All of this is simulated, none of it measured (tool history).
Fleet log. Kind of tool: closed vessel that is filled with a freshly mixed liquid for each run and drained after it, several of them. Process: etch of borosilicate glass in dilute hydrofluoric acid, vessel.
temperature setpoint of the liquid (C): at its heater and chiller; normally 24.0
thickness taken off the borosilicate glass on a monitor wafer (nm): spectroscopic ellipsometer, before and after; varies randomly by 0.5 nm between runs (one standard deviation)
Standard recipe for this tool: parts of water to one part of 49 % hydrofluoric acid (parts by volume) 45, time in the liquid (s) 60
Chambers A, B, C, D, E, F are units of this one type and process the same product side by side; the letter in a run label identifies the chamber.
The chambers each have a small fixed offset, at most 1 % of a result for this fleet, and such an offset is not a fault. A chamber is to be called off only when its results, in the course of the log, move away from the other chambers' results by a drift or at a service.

run     day  temperature setpoint of the liquid (C)  parts of water to one part of 49 % hydrofluoric acid (parts by volume)  time in the liquid (s)  read-back film thickness of the borosilicate glass reference wafer, read on the same gauge (nm)  thickness taken off the borosilicate glass on a monitor wafer (nm)
 1D   0.379                                    24.0                                                                      45                      60                                                                                           150.01                                                              50.520
 2B   0.600                                    24.0                                                                      45                      60                                                                                           149.98                                                              50.853
 3C   0.862                                    24.0                                                                      45                      60                                                                                           150.01                                                              49.785
 4F   1.208                                    24.0                                                                      45                      60                                                                                           150.01                                                              51.098
 5A   1.425                                    24.0                                                                      45                      60                                                                                           150.01                                                              51.063
 6E   1.775                                    24.0                                                                      45                      60                                                                                           150.00                                                              51.084
 7F   2.038                                    27.5                                                                      45                      60                                                                                           150.01                                                              58.512
 8D   2.246                                    27.5                                                                      45                      60                                                                                           150.01                                                              58.623
 9B   2.446                                    27.5                                                                      45                      60                                                                                           150.00                                                              58.282
10C   2.742                                    27.5                                                                      45                      60                                                                                           149.99                                                              59.314
11A   3.017                                    27.5                                                                      45                      60                                                                                           150.00                                                              59.005
12E   3.271                                    27.5                                                                      45                      60                                                                                           149.99                                                              59.333
13E   3.567                                    24.0                                                                      45                      60                                                                                           149.99                                                              51.471
14A   3.850                                    24.0                                                                      45                      60                                                                                           149.99                                                              51.838
15B   4.058                                    24.0                                                                      45                      60                                                                                           150.01                                                              50.921
16C   4.371                                    28.5                                                                      45                      60                                                                                           150.00                                                              60.971
17F   4.629                                    28.5                                                                      45                      60                                                                                           149.99                                                              60.896
18D   4.871                                    28.5                                                                      45                      60                                                                                           149.98                                                              60.993
19B   5.092                                    28.5                                                                      45                      60                                                                                           149.98                                                              60.382
20C   5.504                                    28.5                                                                      45                      60                                                                                           150.01                                                              60.353
21D   5.862                                    28.5                                                                      45                      60                                                                                           150.00                                                              61.516
22F   6.108                                    24.0                                                                      45                      60                                                                                           150.00                                                              50.379
      6.342  -- chamber E: thermometer replaced
23A   6.471                                    24.0                                                                      45                      60                                                                                           150.01                                                              50.015
24E   6.696                                    24.0                                                                      45                      60                                                                                           150.01                                                              51.417
25E   6.946                                    24.0                                                                      45                      60                                                                                           149.99                                                              51.853
26B   7.338                                    27.5                                                                      25                      60                                                                                           150.00                                                             104.650
27F   7.633                                    27.5                                                                      25                      60                                                                                           150.00                                                             111.300
28D   7.862                                    27.5                                                                      25                      60                                                                                           150.01                                                             107.230
29A   8.225                                    27.5                                                                      25                      60                                                                                           150.00                                                             110.270
30C   8.596                                    27.5                                                                      25                      60                                                                                           149.99                                                             108.440
31C   8.812                                    27.5                                                                      25                      60                                                                                           150.01                                                             106.880
32B   9.108                                    24.0                                                                      45                      60                                                                                           149.99                                                              50.587
33F   9.433                                    24.0                                                                      50                      30                                                                                           150.00                                                              24.394
34A   9.717                                    24.0                                                                      50                      30                                                                                           150.01                                                              22.785
35E  10.100                                    24.0                                                                      50                      30                                                                                           149.99                                                              22.787
36D  10.408                                    24.0                                                                      50                      30                                                                                           150.00                                                              22.649
     10.729  -- chamber A: hydrofluoric acid flow meter replaced
37B  10.754                                    24.0                                                                      50                      30                                                                                           150.00                                                              22.880
     10.792  -- chamber D: thermometer replaced
38F  10.950                                    24.0                                                                      50                      30                                                                                           149.99                                                              24.621
39E  11.304                                    24.0                                                                      50                      30                                                                                           150.00                                                              23.198
40D  11.717                                    24.0                                                                      50                      30                                                                                           149.99                                                              23.036
41A  11.988                                    24.0                                                                      50                      30                                                                                           150.00                                                              22.691
42C  12.242                                    24.0                                                                      50                      30                                                                                           149.99                                                              22.753
43F  12.538                                    24.0                                                                      50                      30                                                                                           150.00                                                              25.242

Next, all 6 chambers run the settings below, one line each with question marks for the results. What does each chamber give?
44A  12.833                                    24.0                                                                      45                      60                                                                                                                                                                    ?
44B  12.833                                    24.0                                                                      45                      60                                                                                                                                                                    ?
44C  12.833                                    24.0                                                                      45                      60                                                                                                                                                                    ?
44D  12.833                                    24.0                                                                      45                      60                                                                                                                                                                    ?
44E  12.833                                    24.0                                                                      45                      60                                                                                                                                                                    ?
44F  12.833                                    24.0                                                                      45                      60                                                                                                                                                                    ?

run  thickness taken off the borosilicate glass on a monitor wafer (nm)
44A                                                              50.598
44B                                                              50.935
44C                                                              51.202
44D                                                              50.875
44E                                                              51.191
44F                                                              56.708

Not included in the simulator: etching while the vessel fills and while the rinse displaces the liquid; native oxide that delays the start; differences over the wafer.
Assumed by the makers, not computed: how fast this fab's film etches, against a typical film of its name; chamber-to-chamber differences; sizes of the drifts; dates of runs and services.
